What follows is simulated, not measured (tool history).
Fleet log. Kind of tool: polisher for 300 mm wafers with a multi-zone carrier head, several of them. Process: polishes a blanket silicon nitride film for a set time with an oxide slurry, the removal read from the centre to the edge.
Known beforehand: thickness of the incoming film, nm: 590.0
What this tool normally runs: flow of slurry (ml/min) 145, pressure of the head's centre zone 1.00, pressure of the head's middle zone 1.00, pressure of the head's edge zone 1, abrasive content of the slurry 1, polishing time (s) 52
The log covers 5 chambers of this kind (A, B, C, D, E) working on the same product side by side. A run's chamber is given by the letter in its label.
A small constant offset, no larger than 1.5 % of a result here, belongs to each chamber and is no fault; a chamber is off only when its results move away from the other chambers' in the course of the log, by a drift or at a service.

run   hour  flow of slurry (ml/min)  pressure of the head's centre zone  pressure of the head's middle zone  pressure of the head's edge zone  abrasive content of the slurry  polishing time (s)  film removed at the wafer's centre (Å)  film removed at mid-radius (Å)  film removed at the wafer's edge (Å)
       6.0  -- chamber A: worn pad replaced by a new one
 1A    7.9                      145                                1.00                                1.00                                 1                               1                  52                                  385.58                          389.03                                387.06
      10.6  -- chamber D: worn pad replaced by a new one
 2D   20.8                      145                                1.00                                1.00                                 1                               1                  52                                  394.76                          383.51                                385.38
      25.6  -- chamber C: worn pad replaced by a new one
      28.3  -- chamber B: worn pad replaced by a new one
 3E   28.7                      145                                1.00                                1.00                                 1                               1                  52                                  390.62                          384.56                                384.46
 4C   36.4                      145                                1.00                                1.00                                 1                               1                  52                                  391.95                          385.67                                383.76
 5B   50.0                      145                                1.00                                1.00                                 1                               1                  52                                  384.22                          385.63                                392.76
 6B   61.8                      145                                1.00                                1.00                                 1                               1                  52                                  388.74                          387.81                                391.78
      67.4  -- chamber E: worn pad replaced by a new one
 7E   67.9                      145                                1.00                                1.00                                 1                               1                  52                                  391.44                          388.06                                385.84
      75.5  -- chamber A: worn pad replaced by a new one
 8D   80.8                      145                                1.00                                1.00                                 1                               1                  52                                  391.38                          378.89                                387.90
      86.7  -- chamber B: worn pad replaced by a new one
      87.2  -- chamber C: worn pad replaced by a new one
 9A   89.0                      145                                1.00                                1.00                                 1                               1                  68                                  500.74                          503.27                                504.02
10C   96.5                      145                                1.00                                1.00                                 1                               1                  68                                  509.06                          511.98                                504.79
11C  107.7                      145                                1.00                                1.00                                 1                               1                  68                                  513.49                          505.80                                502.16
     117.9  -- chamber D: worn pad replaced by a new one
12B  121.5                      145                                1.00                                1.00                                 1                               1                  68                                  508.42                          504.19                                511.98
     128.8  -- chamber C: slurry nozzle cleaned
13A  134.0                      145                                1.00                                1.00                                 1                               1                  68                                  505.31                          500.37                                506.00
     136.1  -- chamber A: worn pad replaced by a new one
     137.2  -- chamber C: edge zone pressure recalibrated
14D  141.8                      145                                1.00                                1.00                                 1                               1                  52                                  394.57                          381.71                                393.32
     142.8  -- chamber D: centre zone pressure recalibrated
     144.7  -- chamber C: worn pad replaced by a new one
     150.8  -- chamber B: worn pad replaced by a new one
15E  150.9                      145                                1.00                                1.00                                 1                               1                  52                                  381.57                          384.79                                381.48
     151.5  -- chamber E: worn pad replaced by a new one
     152.2  -- chamber E: centre zone pressure recalibrated
     155.9  -- chamber A: slurry nozzle cleaned
16E  161.9                      145                                1.00                                1.00                                 1                               1                  52                                  388.29                          390.79                                384.36
     168.0  -- chamber A: edge zone pressure recalibrated
17D  168.7                      145                                1.00                                1.00                                 1                               1                  52                                  388.68                          387.88                                385.52
18A  182.5                      145                                1.00                                1.00                                 1                               1                  52                                  382.99                          386.61                                388.68
19B  190.7                      145                                1.00                                1.00                                 1                               1                  52                                  378.32                          385.39                                395.30
20C  198.3                      145                                0.96                                1.00                                 1                               1                  37                                  259.90                          277.73                                270.06
     198.9  -- chamber A: worn pad replaced by a new one
21E  208.8                      145                                0.96                                1.00                                 1                               1                  37                                  261.12                          274.09                                273.05
     215.2  -- chamber C: worn pad replaced by a new one
22A  215.7                      145                                0.96                                1.00                                 1                               1                  37                                  259.36                          276.94                                274.91
     220.5  -- chamber B: worn pad replaced by a new one
     228.6  -- chamber D: worn pad replaced by a new one
23D  229.2                      145                                0.96                                1.00                                 1                               1                  37                                  262.61                          277.93                                276.08
     232.7  -- chamber E: worn pad replaced by a new one
     236.0  -- chamber D: edge zone pressure recalibrated
24B  239.7                      145                                0.96                                1.00                                 1                               1                  37                                  259.90                          268.86                                276.74
25C  248.0                      145                                1.00                                1.00                                 1                               1                  52                                  391.24                          388.30                                383.04
     248.4  -- chamber D: slurry nozzle cleaned
26A  255.0                      145                                1.00                                1.04                                 1                               1                  52                                  379.83                          394.04                                378.43
27C  265.6                      145                                1.00                                1.04                                 1                               1                  52                                  391.45                          398.65                                383.72
28E  275.5                      145                                1.00                                1.04                                 1                               1                  52                                  386.87                          394.05                                384.73
     275.8  -- chamber E: slurry nozzle cleaned
     277.6  -- chamber C: worn pad replaced by a new one
     279.4  -- chamber B: worn pad replaced by a new one
29D  285.4                      145                                1.00                                1.04                                 1                               1                  52                                  391.93                          400.00                                387.48
30B  296.7                      145                                1.00                                1.04                                 1                               1                  52                                  385.83                          401.78                                382.67
31C  308.9                      145                                1.00                                1.11                                 1                               1                  52                                  387.89                          422.35                                380.61
32E  316.8                      145                                1.00                                1.11                                 1                               1                  52                                  393.06                          422.60                                388.70

For the next run the whole fleet of 5 chambers uses the same settings. Give each chamber's results:
33A  326.7                      145                                1.00                                1.00                                 1                               1                  52                                       ?                               ?                                     ?
33B  326.7                      145                                1.00                                1.00                                 1                               1                  52                                       ?                               ?                                     ?
33C  326.7                      145                                1.00                                1.00                                 1                               1                  52                                       ?                               ?                                     ?
33D  326.7                      145                                1.00                                1.00                                 1                               1                  52                                       ?                               ?                                     ?
33E  326.7                      145                                1.00                                1.00                                 1                               1                  52                                       ?                               ?                                     ?

run  film removed at the wafer's centre (Å)  film removed at mid-radius (Å)  film removed at the wafer's edge (Å)
33A                                  386.83                          386.29                                389.15
33B                                  384.25                          387.25                                386.59
33C                                  391.37                          385.98                                377.93
33D                                  386.63                          382.54                                383.22
33E                                  387.76                          384.66                                388.31

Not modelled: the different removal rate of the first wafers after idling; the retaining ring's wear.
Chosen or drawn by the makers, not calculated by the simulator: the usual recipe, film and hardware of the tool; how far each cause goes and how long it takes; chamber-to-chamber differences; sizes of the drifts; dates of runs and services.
